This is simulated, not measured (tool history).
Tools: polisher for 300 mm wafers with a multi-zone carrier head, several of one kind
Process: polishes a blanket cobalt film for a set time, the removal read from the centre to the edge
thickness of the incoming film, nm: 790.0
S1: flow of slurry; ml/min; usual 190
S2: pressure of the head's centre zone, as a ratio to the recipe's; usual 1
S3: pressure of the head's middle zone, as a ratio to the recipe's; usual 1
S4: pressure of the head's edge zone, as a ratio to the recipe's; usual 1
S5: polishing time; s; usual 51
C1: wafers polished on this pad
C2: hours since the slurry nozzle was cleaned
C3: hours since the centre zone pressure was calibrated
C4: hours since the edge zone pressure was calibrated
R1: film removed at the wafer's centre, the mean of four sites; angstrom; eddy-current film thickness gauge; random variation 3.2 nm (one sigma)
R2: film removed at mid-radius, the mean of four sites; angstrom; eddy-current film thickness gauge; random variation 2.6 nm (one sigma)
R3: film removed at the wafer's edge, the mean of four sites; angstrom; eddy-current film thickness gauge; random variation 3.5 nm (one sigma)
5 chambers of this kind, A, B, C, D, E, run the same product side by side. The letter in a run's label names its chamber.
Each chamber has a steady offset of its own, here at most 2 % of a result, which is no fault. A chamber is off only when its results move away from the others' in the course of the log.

run,day,S1,S2,S3,S4,S5,C1,C2,C3,C4,R1,R2,R3
1E,0.288,190,1,1,1,51,770,309.6,316.1,183.1,3282.9,3274.8,3340.8
2B,0.879,190,1,1,1,51,680,242.3,525.4,828.4,3381.7,3331.6,3327.5
# day 1.312: chamber C: worn pad replaced by a new one
3D,1.458,190,1,1,1,51,852,98.1,545.2,106.7,3358.4,3407.4,3306.7
# day 1.471: chamber D: worn pad replaced by a new one
# day 1.542: chamber E: slurry nozzle cleaned
4C,1.875,190,1,1,1,51,164,162.5,114.6,239.5,3324.1,3334.4,3393.8
# day 1.988: chamber B: slurry nozzle cleaned
5A,2.371,190,1,1,1,51,753,449.4,951.6,82.1,3269.1,3380.8,3262.4
# day 2.438: chamber E: worn pad replaced by a new one
6E,2.658,190,1,1,1,51,65,26.8,373,240,3354.6,3354,3322.1
# day 2.838: chamber A: worn pad replaced by a new one
# day 3.054: chamber B: edge zone pressure recalibrated
7C,3.079,225,1,1.09,1,51,517,191.4,143.5,268.4,3511.3,3742.3,3470.1
# day 3.354: chamber B: worn pad replaced by a new one
8A,3.708,225,1,1.09,1,51,256,481.5,983.7,114.2,3404.3,3761.7,3374
9B,4.146,225,1,1.09,1,51,232,51.9,603.8,26.3,3503,3663.8,3535.1
# day 4.675: chamber C: worn pad replaced by a new one
10D,4.712,225,1,1.09,1,51,950,176.2,623.3,184.8,3387.6,3750.6,3350.1
# day 5.188: chamber D: worn pad replaced by a new one
11C,5.208,225,1,1.09,1,51,156,242.5,194.6,319.5,3440.4,3723.9,3410.7
12B,5.6,190,1,1,1,51,658,86.8,638.7,61.2,3311.8,3377.1,3437.4
# day 6: chamber D: centre zone pressure recalibrated
13E,6.096,190,1,1,1,51,1071,109.3,455.5,322.5,3334.9,3311.1,3370.4
# day 6.262: chamber E: centre zone pressure recalibrated
# day 6.454: chamber A: worn pad replaced by a new one
14A,6.7,190,1,1,1,51,72,553.3,1055.5,186,3342.7,3407.1,3310.7
# day 6.988: chamber B: centre zone pressure recalibrated
# day 7.058: chamber E: worn pad replaced by a new one
15D,7.167,190,1,1,1,51,580,235.1,28.1,243.7,3680.4,3372,3318
# day 7.433: chamber C: worn pad replaced by a new one
16E,7.479,190,1,1,1,51,123,142.5,29.2,355.7,3327.7,3294,3334.6
# day 7.858: chamber B: worn pad replaced by a new one
17C,8.1,190,1.1,1,1,35,196,311.9,264,388.9,2518.4,2294,2314.4
# day 8.221: chamber D: worn pad replaced by a new one
# day 8.617: chamber C: edge zone pressure recalibrated
18A,8.717,190,1.1,1,1,35,663,601.7,1103.9,234.4,2478.1,2345.7,2223.9
19D,9.15,190,1.1,1,1,35,272,282.7,75.7,291.3,2760,2315.8,2306.3
# day 9.354: chamber A: worn pad replaced by a new one
20B,9.646,190,1.1,1,1,35,524,183.9,63.9,158.3,2561.4,2305.5,2308.9
21B,10.067,190,1.1,1,1,35,647,194,74,168.4,2593,2283.8,2307
22D,10.392,190,1,1,1,51,636,312.5,105.5,321.1,3657.8,3397.7,3346.6
23C,10.817,190,1,1,1,51,991,377.1,329.2,52.9,3343.7,3353.7,3436.7
# day 10.842: chamber C: worn pad replaced by a new one
24A,11.208,190,1,1,1,51,543,661.5,1163.7,294.2,3286.4,3351.2,3304.6
# day 11.225: chamber E: worn pad replaced by a new one
# day 11.496: chamber D: worn pad replaced by a new one
25E,11.504,190,1,1,1,51,82,239.1,125.8,452.3,3361.5,3310.7,3362.2
26A,11.854,190,1,1,1,51,732,677,1179.2,309.7,3271.9,3354.7,3295.4
# day 11.871: chamber A: slurry nozzle cleaned
# day 12.117: chamber A: worn pad replaced by a new one
27C,12.379,190,0.92,1,0.92,51,450,414.6,366.7,90.4,3068.4,3378.2,3227.2
# day 12.517: chamber B: worn pad replaced by a new one
# day 12.571: chamber D: slurry nozzle cleaned
28D,12.696,190,0.92,1,0.92,51,352,3,160.8,376.4,3356.9,3392.2,3233.3
29E,13.192,190,0.92,1,0.92,51,577,279.6,166.3,492.8,3028.6,3316.9,3202.4
# day 13.679: chamber C: worn pad replaced by a new one
30B,13.838,190,0.92,1,0.92,51,387,284.5,164.5,258.9,3046.9,3393.6,3286
# day 13.983: chamber D: edge zone pressure recalibrated
# day 14.112: chamber E: slurry nozzle cleaned
31D,14.129,190,0.92,1,0.92,51,772,37.4,195.2,3.5,3345.5,3386.1,3165.8
32C,14.608,190,1,1,1,51,272,468.1,420.2,143.9,3353.9,3348.4,3363.2
33A,15.05,190,1,1,1,51,859,76.3,1255.9,386.4,3258.8,3313.8,3356.2
# day 15.554: chamber B: slurry nozzle cleaned
34B,15.571,190,1,1,1,51,895,0.5,206.1,300.5,3324.3,3321.6,3361.8
35E,16.167,190,1,1,1,51,1448,49.3,237.7,564.2,3277.3,3358.2,3336.5

Is one chamber off against the others, does the gauge drift, or is nothing wrong? If a chamber is off, say which, and what the likeliest cause is.

A service left chamber D off against the others.
Cause: centre zone's pressure above its setpoint, % = 9.56.

Here are 4 candidates for chamber D's next run, each the usual settings with a change, their results left as question marks. Which one brings its results back in line with what the others give on the usual settings?
In line means no further than this from the other chambers' mean on the usual settings: R1 110 angstrom; R2 91 angstrom; R3 120 angstrom
36D-1,16.625,185,0.93,1,1.03,50,,,,,?,?,?
36D-2,16.625,190,1.03,1,0.99,51,,,,,?,?,?
36D-3,16.625,195,1.07,1,0.97,52,,,,,?,?,?
36D-4,16.625,190,0.97,1,1.01,51,,,,,?,?,?

The other chambers' mean on the usual settings: R1 3334 angstrom; R2 3343.6 angstrom; R3 3349.1 angstrom
run,R1,R2,R3
36D-1,3325.1,3310.9,3319.8
36D-2,3803.7,3389.3,3326.5
36D-3,4057.8,3468.7,3365.7
36D-4,3565.9,3390.5,3361.5
36D-1 brings the chamber back in line.

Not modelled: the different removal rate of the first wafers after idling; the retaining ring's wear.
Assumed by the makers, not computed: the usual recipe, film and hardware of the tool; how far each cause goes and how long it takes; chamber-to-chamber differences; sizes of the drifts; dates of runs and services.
